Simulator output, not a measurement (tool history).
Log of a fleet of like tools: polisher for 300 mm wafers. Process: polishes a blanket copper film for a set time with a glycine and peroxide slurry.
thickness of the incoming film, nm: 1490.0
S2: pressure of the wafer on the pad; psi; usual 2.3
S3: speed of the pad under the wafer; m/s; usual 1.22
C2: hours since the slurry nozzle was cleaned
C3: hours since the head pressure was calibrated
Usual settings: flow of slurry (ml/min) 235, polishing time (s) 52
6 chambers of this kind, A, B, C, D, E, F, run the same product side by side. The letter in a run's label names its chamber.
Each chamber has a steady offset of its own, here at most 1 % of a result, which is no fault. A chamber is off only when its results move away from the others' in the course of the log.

Run 1D, day 0.354: usual settings; wafers polished on this pad 532; C2 81.0; C3 187.2. Result: film removed (angstrom) 2972.0.
Run 2B, day 0.875: usual settings; wafers polished on this pad 824; C2 561.4; C3 850.7. Result: film removed (angstrom) 2939.3.
Run 3C, day 1.267: usual settings; wafers polished on this pad 1431; C2 58.9; C3 776.5. Result: film removed (angstrom) 2933.5.
At day 1.575: chamber E: worn pad replaced by a new one.
Run 4F, day 1.667: usual settings; wafers polished on this pad 736; C2 513.0; C3 281.6. Result: film removed (angstrom) 2985.9.
At day 1.683: chamber B: worn pad replaced by a new one.
At day 1.958: chamber C: worn pad replaced by a new one.
Run 5A, day 2.138: usual settings but flow of slurry (ml/min) 190, S2 1.6 psi; wafers polished on this pad 945; C2 624.8; C3 413.9. Result: film removed (angstrom) 2163.0.
Run 6E, day 2.417: usual settings but flow of slurry (ml/min) 190, S2 1.6 psi; wafers polished on this pad 191; C2 184.2; C3 539.1. Result: film removed (angstrom) 2140.5.
At day 2.717: chamber D: worn pad replaced by a new one.
At day 2.729: chamber F: worn pad replaced by a new one.
Run 7E, day 2.904: usual settings but flow of slurry (ml/min) 190, S2 1.6 psi; wafers polished on this pad 302; C2 195.9; C3 550.8. Result: film removed (angstrom) 2136.2.
At day 3.329: chamber B: slurry nozzle cleaned.
Run 8A, day 3.425: usual settings but flow of slurry (ml/min) 190, S2 1.6 psi; wafers polished on this pad 1237; C2 655.7; C3 444.8. Result: film removed (angstrom) 2129.0.
At day 3.554: chamber E: head pressure recalibrated.
Run 9C, day 3.800: usual settings but flow of slurry (ml/min) 190, S2 1.6 psi; wafers polished on this pad 418; C2 119.7; C3 837.3. Result: film removed (angstrom) 2116.2.
Run 10D, day 4.050: usual settings but flow of slurry (ml/min) 190, S2 1.6 psi; wafers polished on this pad 302; C2 169.7; C3 275.9. Result: film removed (angstrom) 2185.7.
Run 11F, day 4.325: usual settings; wafers polished on this pad 362; C2 576.8; C3 345.4. Result: film removed (angstrom) 2964.4.
Run 12B, day 4.742: usual settings but S2 3.0 psi, S3 0.86 m/s; wafers polished on this pad 694; C2 34.0; C3 943.5. Result: film removed (angstrom) 2742.9.
At day 4.862: chamber A: slurry nozzle cleaned.
Run 13C, day 5.017: usual settings but S2 3.0 psi, S3 0.86 m/s; wafers polished on this pad 694; C2 148.9; C3 866.5. Result: film removed (angstrom) 2743.5.
Run 14D, day 5.300: usual settings but S2 3.0 psi, S3 0.86 m/s; wafers polished on this pad 586; C2 199.7; C3 305.9. Result: film removed (angstrom) 2782.2.
At day 5.388: chamber E: worn pad replaced by a new one.
Run 15B, day 5.546: usual settings but S2 3.0 psi, S3 0.86 m/s; wafers polished on this pad 876; C2 53.3; C3 962.8. Result: film removed (angstrom) 2747.4.
At day 5.862: chamber B: worn pad replaced by a new one.
At day 5.979: chamber E: slurry nozzle cleaned.
Run 16F, day 5.979: usual settings but S2 3.0 psi, S3 0.86 m/s; wafers polished on this pad 737; C2 616.5; C3 385.1. Result: film removed (angstrom) 2790.1.
Run 17A, day 6.508: usual settings but S2 3.0 psi, S3 0.86 m/s; wafers polished on this pad 1936; C2 39.5; C3 518.8. Result: film removed (angstrom) 2709.8.
Run 18E, day 6.858: usual settings; wafers polished on this pad 334; C2 21.1; C3 79.3. Result: film removed (angstrom) 2938.2.
At day 7.021: chamber F: worn pad replaced by a new one.
Run 19D, day 7.154: usual settings; wafers polished on this pad 1006; C2 244.2; C3 350.4. Result: film removed (angstrom) 2975.6.
Run 20E, day 7.546: usual settings; wafers polished on this pad 489; C2 37.6; C3 95.8. Result: film removed (angstrom) 2972.4.
Run 21A, day 7.942: usual settings; wafers polished on this pad 2261; C2 73.9; C3 553.2. Result: film removed (angstrom) 2930.3.
At day 8.042: chamber C: worn pad replaced by a new one.
At day 8.054: chamber D: worn pad replaced by a new one.
Run 22C, day 8.504: usual settings; wafers polished on this pad 105; C2 232.6; C3 950.2. Result: film removed (angstrom) 2913.4.
Run 23F, day 8.888: usual settings; wafers polished on this pad 423; C2 686.3; C3 454.9. Result: film removed (angstrom) 2945.6.
At day 9.021: chamber F: slurry nozzle cleaned.
Run 24B, day 9.358: usual settings; wafers polished on this pad 793; C2 144.8; C3 1054.3. Result: film removed (angstrom) 2955.3.
At day 9.775: chamber E: worn pad replaced by a new one.
Run 25D, day 9.921: usual settings; wafers polished on this pad 424; C2 310.6; C3 416.8. Result: film removed (angstrom) 2988.9.
Run 26F, day 10.325: usual settings; wafers polished on this pad 749; C2 31.4; C3 489.4. Result: film removed (angstrom) 2956.3.
Run 27B, day 10.729: usual settings; wafers polished on this pad 1104; C2 177.7; C3 1087.2. Result: film removed (angstrom) 2949.7.
At day 11.112: chamber B: worn pad replaced by a new one.
Run 28C, day 11.271: usual settings; wafers polished on this pad 732; C2 299.0; C3 1016.6. Result: film removed (angstrom) 2959.1.
At day 11.679: chamber F: worn pad replaced by a new one.
Run 29E, day 11.750: usual settings; wafers polished on this pad 448; C2 138.5; C3 196.7. Result: film removed (angstrom) 2955.8.
At day 12.017: chamber C: slurry nozzle cleaned.
Run 30A, day 12.138: usual settings; wafers polished on this pad 3212; C2 174.6; C3 653.9. Result: film removed (angstrom) 2826.5.
Run 31F, day 12.650: usual settings; wafers polished on this pad 220; C2 87.2; C3 545.2. Result: film removed (angstrom) 2933.8.
Run 32A, day 12.971: usual settings; wafers polished on this pad 3401; C2 194.6; C3 673.9. Result: film removed (angstrom) 2836.3.
At day 12.983: chamber D: worn pad replaced by a new one.
Run 33D, day 13.238: usual settings; wafers polished on this pad 58; C2 390.2; C3 496.4. Result: film removed (angstrom) 2969.9.
At day 13.492: chamber C: worn pad replaced by a new one.
Run 34B, day 13.600: usual settings; wafers polished on this pad 564; C2 246.6; C3 1156.1. Result: film removed (angstrom) 2896.7.
At day 13.708: chamber E: worn pad replaced by a new one.
Run 35C, day 13.871: usual settings; wafers polished on this pad 86; C2 44.5; C3 1079.0. Result: film removed (angstrom) 2932.7.
Run 36E, day 14.146: usual settings; wafers polished on this pad 99; C2 196.0; C3 254.2. Result: film removed (angstrom) 2948.6.
Run 37E, day 14.583: usual settings; wafers polished on this pad 198; C2 206.5; C3 264.7. Result: film removed (angstrom) 2961.7.
Run 38D, day 15.138: usual settings; wafers polished on this pad 489; C2 435.8; C3 542.0. Result: film removed (angstrom) 2954.3.
At day 15.388: chamber B: worn pad replaced by a new one.
Run 39A, day 15.500: usual settings; wafers polished on this pad 3975; C2 255.3; C3 734.6. Result: film removed (angstrom) 2796.4.
Run 40F, day 15.921: usual settings but S3 0.96 m/s, polishing time (s) 69; wafers polished on this pad 962; C2 165.7; C3 623.7. Result: film removed (angstrom) 3214.4.
Run 41B, day 16.458: usual settings but S3 0.96 m/s, polishing time (s) 69; wafers polished on this pad 243; C2 315.2; C3 1224.7. Result: film removed (angstrom) 3218.1.
Run 42C, day 17.008: usual settings but S3 0.96 m/s, polishing time (s) 69; wafers polished on this pad 798; C2 119.8; C3 1154.3. Result: film removed (angstrom) 3175.0.

All 6 chambers run these settings next. Forecast each chamber's results:
Run 43A, day 17.412: usual settings but flow of slurry (ml/min) 260. Result: film removed (angstrom) ?.
Run 43B, day 17.412: usual settings but flow of slurry (ml/min) 260. Result: film removed (angstrom) ?.
Run 43C, day 17.412: usual settings but flow of slurry (ml/min) 260. Result: film removed (angstrom) ?.
Run 43D, day 17.412: usual settings but flow of slurry (ml/min) 260. Result: film removed (angstrom) ?.
Run 43E, day 17.412: usual settings but flow of slurry (ml/min) 260. Result: film removed (angstrom) ?.
Run 43F, day 17.412: usual settings but flow of slurry (ml/min) 260. Result: film removed (angstrom) ?.

run  film removed (angstrom)
43A                   2787.8
43B                   2969.6
43C                   2942.0
43D                   2961.1
43E                   2966.6
43F                   2976.8

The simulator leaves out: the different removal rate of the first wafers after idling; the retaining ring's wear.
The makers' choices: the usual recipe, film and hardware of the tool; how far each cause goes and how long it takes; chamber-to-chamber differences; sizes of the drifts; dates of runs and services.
